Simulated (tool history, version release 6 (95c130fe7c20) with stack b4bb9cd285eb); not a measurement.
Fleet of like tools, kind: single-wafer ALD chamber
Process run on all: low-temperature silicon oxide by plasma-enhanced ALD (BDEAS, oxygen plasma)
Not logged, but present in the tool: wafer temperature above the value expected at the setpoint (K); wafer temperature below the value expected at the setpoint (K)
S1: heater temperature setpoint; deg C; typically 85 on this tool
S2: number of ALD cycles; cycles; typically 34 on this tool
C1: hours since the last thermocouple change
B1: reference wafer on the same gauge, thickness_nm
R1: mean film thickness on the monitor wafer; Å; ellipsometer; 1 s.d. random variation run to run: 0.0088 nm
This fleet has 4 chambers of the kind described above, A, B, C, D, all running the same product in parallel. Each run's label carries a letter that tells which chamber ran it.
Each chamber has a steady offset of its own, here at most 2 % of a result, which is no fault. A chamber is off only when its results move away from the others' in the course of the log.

run 1A hour=14.7 | S1=85 S2=34 | C1=1824.3 | B1=6.0334 | R1=51.274
run 2D hour=25.7 | S1=85 S2=34 | C1=1559.2 | B1=6.0318 | R1=51.648
run 3C hour=39.4 | S1=85 S2=34 | C1=150.9 | B1=6.0357 | R1=51.133
run 4B hour=55.4 | S1=85 S2=34 | C1=997.3 | B1=6.0352 | R1=51.966
run 5D hour=66.9 | S1=85 S2=34 | C1=1600.4 | B1=6.0379 | R1=51.641
run 6B hour=78.7 | S1=85 S2=34 | C1=1020.6 | B1=6.0405 | R1=51.947
run 7C hour=94.4 | S1=85 S2=34 | C1=205.9 | B1=6.0398 | R1=51.095
run 8A hour=103.6 | S1=80 S2=37 | C1=1913.2 | B1=6.0448 | R1=56.694
run 9D hour=111.8 | S1=80 S2=37 | C1=1645.3 | B1=6.0421 | R1=57.339
run 10C hour=126.5 | S1=80 S2=37 | C1=238 | B1=6.0475 | R1=56.593
run 11B hour=139.1 | S1=80 S2=37 | C1=1081 | B1=6.0471 | R1=57.632
run 12A hour=148.7 | S1=85 S2=34 | C1=1958.3 | B1=6.0484 | R1=51.329
run 13C hour=155.9 | S1=85 S2=34 | C1=267.4 | B1=6.0474 | R1=51.214
run 14D hour=164 | S1=85 S2=34 | C1=1697.5 | B1=6.0518 | R1=51.85
run 15A hour=171.4 | S1=85 S2=34 | C1=1981 | B1=6.0544 | R1=51.317
run 16B hour=184.5 | S1=85 S2=34 | C1=1126.4 | B1=6.054 | R1=52.172
run 17A hour=194.7 | S1=85 S2=34 | C1=2004.3 | B1=6.056 | R1=51.308
run 18D hour=205.4 | S1=85 S2=34 | C1=1738.9 | B1=6.0561 | R1=51.94
run 19C hour=216.2 | S1=85 S2=34 | C1=327.7 | B1=6.0578 | R1=51.438
run 20B hour=227.6 | S1=85 S2=34 | C1=1169.5 | B1=6.0601 | R1=52.267
run 21C hour=242.4 | S1=85 S2=34 | C1=353.9 | B1=6.0621 | R1=51.219
run 22B hour=253.3 | S1=85 S2=34 | C1=1195.2 | B1=6.063 | R1=52.222
run 23D hour=268.8 | S1=85 S2=34 | C1=1802.3 | B1=6.0638 | R1=52.105
run 24A hour=283.9 | S1=85 S2=34 | C1=2093.5 | B1=6.0658 | R1=51.477
run 25D hour=292.1 | S1=85 S2=34 | C1=1825.6 | B1=6.0704 | R1=51.979
run 26B hour=305.2 | S1=85 S2=34 | C1=1247.1 | B1=6.0713 | R1=52.169
run 27A hour=317.6 | S1=85 S2=34 | C1=2127.2 | B1=6.0724 | R1=51.483

Predict what each chamber gives when all 4 of them run the settings below next.
run 28A hour=329.1 | S1=85 S2=30 | R1=?
run 28B hour=329.1 | S1=85 S2=30 | R1=?
run 28C hour=329.1 | S1=85 S2=30 | R1=?
run 28D hour=329.1 | S1=85 S2=30 | R1=?

run=28A R1=45.349
run=28B R1=46.079
run=28C R1=45.374
run=28D R1=45.737
